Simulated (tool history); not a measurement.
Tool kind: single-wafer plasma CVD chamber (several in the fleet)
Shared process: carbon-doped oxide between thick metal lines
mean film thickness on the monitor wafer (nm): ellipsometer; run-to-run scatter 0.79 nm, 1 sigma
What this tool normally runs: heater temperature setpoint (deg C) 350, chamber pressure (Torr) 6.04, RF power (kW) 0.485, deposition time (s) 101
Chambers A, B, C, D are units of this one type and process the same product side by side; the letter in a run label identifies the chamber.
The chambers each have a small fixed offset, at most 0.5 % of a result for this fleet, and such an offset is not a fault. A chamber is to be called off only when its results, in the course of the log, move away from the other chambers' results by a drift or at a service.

| run | day | heater temperature setpoint (deg C) | chamber pressure (Torr) | RF power (kW) | deposition time (s) | hours since the last thermocouple change | hours since the last RF generator calibration | hours since the last manometer calibration | read-back reference wafer on the same gauge, thickness_nm | mean film thickness on the monitor wafer (nm) |
|---|---|---|---|---|---|---|---|---|---|---|
| 1C | 0.512 | 350 | 6.04 | 0.485 | 101 | 1291.4 | 1439.6 | 129 | 537.51 | 511.62 |
| 2A | 0.825 | 350 | 6.04 | 0.485 | 101 | 2486.1 | 170.6 | 429.2 | 537.67 | 513.01 |
| 3D | 1.25 | 350 | 6.04 | 0.485 | 101 | 1806.2 | 372 | 1699.9 | 537.54 | 510.17 |
| 4B | 1.596 | 350 | 6.04 | 0.485 | 101 | 2009 | 198.9 | 1019.9 | 537.66 | 512.04 |
| 5A | 2.058 | 350 | 6.04 | 0.485 | 101 | 2515.7 | 200.2 | 458.8 | 537.49 | 511.77 |
| 6B | 2.417 | 350 | 6.04 | 0.485 | 101 | 2028.7 | 218.6 | 1039.6 | 537.23 | 511.41 |
| 7C | 2.658 | 350 | 6.04 | 0.485 | 101 | 1342.9 | 1491.1 | 180.5 | 537.13 | 510.82 |
| 8D | 3.092 | 350 | 6.04 | 0.485 | 101 | 1850.4 | 416.2 | 1744.1 | 537 | 509.08 |
| 9A | 3.45 | 350 | 6.04 | 0.485 | 101 | 2549.1 | 233.6 | 492.2 | 537.03 | 511.69 |
| 10C | 3.675 | 362 | 6.04 | 0.485 | 101 | 1367.3 | 1515.5 | 204.9 | 536.78 | 496.49 |
| 11B | 3.958 | 362 | 6.04 | 0.485 | 101 | 2065.7 | 255.6 | 1076.6 | 537.05 | 497.53 |
| 12D | 4.208 | 362 | 6.04 | 0.485 | 101 | 1877.2 | 443 | 1770.9 | 536.79 | 494.81 |
| 13A | 4.588 | 362 | 6.04 | 0.485 | 101 | 2576.4 | 260.9 | 519.5 | 536.69 | 496.46 |
| 14D | 4.846 | 350 | 6.04 | 0.485 | 101 | 1892.5 | 458.3 | 1786.2 | 536.58 | 509.32 |
| 15B | 5.233 | 350 | 5.05 | 0.485 | 81 | 2096.3 | 286.2 | 1107.2 | 536.52 | 399.82 |
|  | 5.567 | chamber A: thermocouple changed; heater temperature recalibrated |
| 16C | 5.588 | 350 | 5.05 | 0.485 | 81 | 1413.2 | 1561.4 | 250.8 | 536.3 | 399.9 |
| 17A | 5.975 | 350 | 5.05 | 0.485 | 81 | 9.9 | 294.2 | 552.8 | 536.34 | 399.33 |
| 18B | 6.408 | 350 | 5.05 | 0.485 | 81 | 2124.5 | 314.4 | 1135.4 | 536.01 | 400.6 |
| 19C | 6.854 | 357 | 6.04 | 0.485 | 101 | 1443.6 | 1591.8 | 281.2 | 535.83 | 500.95 |
| 20D | 7.275 | 357 | 6.04 | 0.485 | 101 | 1950.8 | 516.6 | 1844.5 | 535.81 | 499.5 |
| 21D | 7.621 | 357 | 6.04 | 0.485 | 101 | 1959.1 | 524.9 | 1852.8 | 535.64 | 500.97 |
| 22B | 8.021 | 357 | 6.04 | 0.485 | 101 | 2163.2 | 353.1 | 1174.1 | 535.79 | 500.89 |
| 23A | 8.296 | 350 | 6.04 | 0.485 | 101 | 65.6 | 349.9 | 608.5 | 535.52 | 510.12 |
| 24C | 8.542 | 350 | 6.04 | 0.485 | 101 | 1484.1 | 1632.3 | 321.7 | 535.18 | 509.04 |
|  | 8.888 | chamber B: thermocouple changed; heater temperature recalibrated |
| 25A | 9.033 | 350 | 6.04 | 0.485 | 101 | 83.3 | 367.6 | 626.2 | 535.19 | 508.34 |
| 26D | 9.396 | 350 | 6.04 | 0.435 | 87 | 2001.7 | 567.5 | 1895.4 | 535.01 | 405.72 |
| 27C | 9.846 | 350 | 6.04 | 0.435 | 87 | 1515.4 | 1663.6 | 353 | 534.97 | 408.91 |
|  | 10.021 | chamber D: thermocouple changed; heater temperature recalibrated |
| 28B | 10.317 | 350 | 6.04 | 0.435 | 87 | 34.3 | 408.2 | 1229.2 | 535.13 | 409.66 |
| 29D | 10.75 | 350 | 6.04 | 0.435 | 87 | 17.6 | 600 | 1927.9 | 534.72 | 405.03 |

The same settings go to every chamber for the next run, one line per chamber below. Forecast the results for each:
| 30A | 11.117 | 350 | 6.04 | 0.485 | 101 |  |  |  |  | ? |
| 30B | 11.117 | 350 | 6.04 | 0.485 | 101 |  |  |  |  | ? |
| 30C | 11.117 | 350 | 6.04 | 0.485 | 101 |  |  |  |  | ? |
| 30D | 11.117 | 350 | 6.04 | 0.485 | 101 |  |  |  |  | ? |

| run | mean film thickness on the monitor wafer (nm) |
|---|---|
| 30A | 509.66 |
| 30B | 509.13 |
| 30C | 508.41 |
| 30D | 506.96 |
